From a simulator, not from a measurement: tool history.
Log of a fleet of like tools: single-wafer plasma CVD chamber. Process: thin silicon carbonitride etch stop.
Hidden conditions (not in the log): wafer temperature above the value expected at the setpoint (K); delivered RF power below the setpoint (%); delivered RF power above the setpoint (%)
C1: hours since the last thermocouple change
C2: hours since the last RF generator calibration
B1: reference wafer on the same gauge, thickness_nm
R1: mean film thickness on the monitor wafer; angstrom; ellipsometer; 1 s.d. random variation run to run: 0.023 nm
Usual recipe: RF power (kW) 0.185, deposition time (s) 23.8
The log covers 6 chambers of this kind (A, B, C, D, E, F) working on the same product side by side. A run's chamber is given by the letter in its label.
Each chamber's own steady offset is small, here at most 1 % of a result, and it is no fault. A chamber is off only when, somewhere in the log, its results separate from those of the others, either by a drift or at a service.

{"run": "1A", "hour": 7.4, "RF power (kW)": 0.185, "deposition time (s)": 23.8, "C1": 1267.4, "C2": 426.9, "B1": 13.806, "R1": 132.47}
{"run": "2F", "hour": 11.1, "RF power (kW)": 0.185, "deposition time (s)": 23.8, "C1": 861.2, "C2": 1484.2, "B1": 13.803, "R1": 131.18}
{"run": "3B", "hour": 17.6, "RF power (kW)": 0.185, "deposition time (s)": 23.8, "C1": 1208.2, "C2": 489.1, "B1": 13.799, "R1": 132.1}
{"run": "4D", "hour": 25.9, "RF power (kW)": 0.185, "deposition time (s)": 23.8, "C1": 584.6, "C2": 1761.6, "B1": 13.816, "R1": 131.87}
{"run": "5C", "hour": 30.8, "RF power (kW)": 0.185, "deposition time (s)": 23.8, "C1": 81.3, "C2": 1205.5, "B1": 13.812, "R1": 132.0}
{"run": "6E", "hour": 34.8, "RF power (kW)": 0.185, "deposition time (s)": 23.8, "C1": 2539.7, "C2": 1195.6, "B1": 13.813, "R1": 133.43}
{"run": "7F", "hour": 42.9, "RF power (kW)": 0.185, "deposition time (s)": 23.8, "C1": 893.0, "C2": 1516.0, "B1": 13.815, "R1": 132.03}
{"run": "8A", "hour": 46.7, "RF power (kW)": 0.185, "deposition time (s)": 23.8, "C1": 1306.7, "C2": 466.2, "B1": 13.816, "R1": 132.67}
{"run": "9D", "hour": 51.3, "RF power (kW)": 0.185, "deposition time (s)": 23.8, "C1": 610.0, "C2": 1787.0, "B1": 13.816, "R1": 131.95}
{"run": "10E", "hour": 59.5, "RF power (kW)": 0.185, "deposition time (s)": 23.8, "C1": 2564.4, "C2": 1220.3, "B1": 13.816, "R1": 133.28}
{"run": "11B", "hour": 67.5, "RF power (kW)": 0.185, "deposition time (s)": 23.8, "C1": 1258.1, "C2": 539.0, "B1": 13.824, "R1": 132.13}
{"run": "12C", "hour": 71.3, "RF power (kW)": 0.185, "deposition time (s)": 23.8, "C1": 121.8, "C2": 1246.0, "B1": 13.832, "R1": 132.18}
{"run": "13C", "hour": 79.4, "RF power (kW)": 0.185, "deposition time (s)": 23.8, "C1": 129.9, "C2": 1254.1, "B1": 13.833, "R1": 132.09}
{"run": "14B", "hour": 87.5, "RF power (kW)": 0.185, "deposition time (s)": 23.8, "C1": 1278.1, "C2": 559.0, "B1": 13.833, "R1": 131.99}
{"run": "15E", "hour": 92.2, "RF power (kW)": 0.22, "deposition time (s)": 23.8, "C1": 2597.1, "C2": 1253.0, "B1": 13.839, "R1": 140.52}
{"run": "16F", "hour": 97.6, "RF power (kW)": 0.22, "deposition time (s)": 23.8, "C1": 947.7, "C2": 1570.7, "B1": 13.837, "R1": 139.26}
{"run": "17D", "hour": 101.9, "RF power (kW)": 0.22, "deposition time (s)": 23.8, "C1": 660.6, "C2": 1837.6, "B1": 13.839, "R1": 139.23}
{"run": "18A", "hour": 107.7, "RF power (kW)": 0.22, "deposition time (s)": 23.8, "C1": 1367.7, "C2": 527.2, "B1": 13.84, "R1": 139.83}
{"run": "19F", "hour": 112.1, "RF power (kW)": 0.22, "deposition time (s)": 23.8, "C1": 962.2, "C2": 1585.2, "B1": 13.841, "R1": 139.04}
{"run": "20E", "hour": 116.2, "RF power (kW)": 0.22, "deposition time (s)": 23.8, "C1": 2621.1, "C2": 1277.0, "B1": 13.848, "R1": 140.4}
{"run": "21D", "hour": 121.0, "RF power (kW)": 0.185, "deposition time (s)": 23.8, "C1": 679.7, "C2": 1856.7, "B1": 13.844, "R1": 131.95}
{"hour": 125.4, "done": "chamber B: thermocouple changed; heater temperature recalibrated"}
{"run": "22A", "hour": 129.2, "RF power (kW)": 0.185, "deposition time (s)": 23.8, "C1": 1389.2, "C2": 548.7, "B1": 13.85, "R1": 133.24}
{"run": "23B", "hour": 133.2, "RF power (kW)": 0.185, "deposition time (s)": 23.8, "C1": 7.8, "C2": 604.7, "B1": 13.854, "R1": 132.74}
{"run": "24C", "hour": 138.8, "RF power (kW)": 0.185, "deposition time (s)": 23.8, "C1": 189.3, "C2": 1313.5, "B1": 13.851, "R1": 132.76}
{"run": "25C", "hour": 146.1, "RF power (kW)": 0.21, "deposition time (s)": 28.1, "C1": 196.6, "C2": 1320.8, "B1": 13.857, "R1": 163.0}
{"run": "26A", "hour": 153.3, "RF power (kW)": 0.21, "deposition time (s)": 28.1, "C1": 1413.3, "C2": 572.8, "B1": 13.858, "R1": 162.61}
{"run": "27B", "hour": 161.7, "RF power (kW)": 0.21, "deposition time (s)": 28.1, "C1": 36.3, "C2": 633.2, "B1": 13.858, "R1": 162.48}
{"run": "28F", "hour": 169.4, "RF power (kW)": 0.21, "deposition time (s)": 28.1, "C1": 1019.5, "C2": 1642.5, "B1": 13.859, "R1": 162.1}
{"run": "29E", "hour": 176.3, "RF power (kW)": 0.21, "deposition time (s)": 28.1, "C1": 2681.2, "C2": 1337.1, "B1": 13.872, "R1": 164.46}
{"run": "30D", "hour": 183.3, "RF power (kW)": 0.21, "deposition time (s)": 28.1, "C1": 742.0, "C2": 1919.0, "B1": 13.87, "R1": 162.43}
{"run": "31E", "hour": 188.7, "RF power (kW)": 0.185, "deposition time (s)": 23.8, "C1": 2693.6, "C2": 1349.5, "B1": 13.868, "R1": 134.15}
{"run": "32C", "hour": 196.3, "RF power (kW)": 0.185, "deposition time (s)": 23.8, "C1": 246.8, "C2": 1371.0, "B1": 13.874, "R1": 132.52}
{"run": "33A", "hour": 201.5, "RF power (kW)": 0.185, "deposition time (s)": 23.8, "C1": 1461.5, "C2": 621.0, "B1": 13.882, "R1": 133.37}
{"run": "34F", "hour": 205.5, "RF power (kW)": 0.21, "deposition time (s)": 20.9, "C1": 1055.6, "C2": 1678.6, "B1": 13.877, "R1": 121.04}
{"run": "35D", "hour": 213.7, "RF power (kW)": 0.21, "deposition time (s)": 20.9, "C1": 772.4, "C2": 1949.4, "B1": 13.879, "R1": 120.55}
{"run": "36B", "hour": 221.0, "RF power (kW)": 0.21, "deposition time (s)": 20.9, "C1": 95.6, "C2": 692.5, "B1": 13.884, "R1": 120.86}
{"run": "37A", "hour": 228.3, "RF power (kW)": 0.21, "deposition time (s)": 20.9, "C1": 1488.3, "C2": 647.8, "B1": 13.887, "R1": 121.85}
{"run": "38D", "hour": 233.9, "RF power (kW)": 0.21, "deposition time (s)": 20.9, "C1": 792.6, "C2": 1969.6, "B1": 13.885, "R1": 120.85}
{"run": "39B", "hour": 239.9, "RF power (kW)": 0.21, "deposition time (s)": 20.9, "C1": 114.5, "C2": 711.4, "B1": 13.889, "R1": 121.15}
{"run": "40C", "hour": 243.7, "RF power (kW)": 0.185, "deposition time (s)": 23.8, "C1": 294.2, "C2": 1418.4, "B1": 13.888, "R1": 132.62}
{"run": "41F", "hour": 250.8, "RF power (kW)": 0.185, "deposition time (s)": 23.8, "C1": 1100.9, "C2": 1723.9, "B1": 13.895, "R1": 132.42}
{"run": "42E", "hour": 255.4, "RF power (kW)": 0.22, "deposition time (s)": 21.5, "C1": 2760.3, "C2": 1416.2, "B1": 13.9, "R1": 127.58}

Decide between three cases: one chamber stands off from its peers, the gauge reading all wafers drifts, or nothing is wrong past each chamber's small offset. Where a chamber is off, say which and what most likely put it there.

None of the chambers is off. What moves is the gauge, dragging all their readings along together.
Cause: gauge reads high (%) = 0.698.
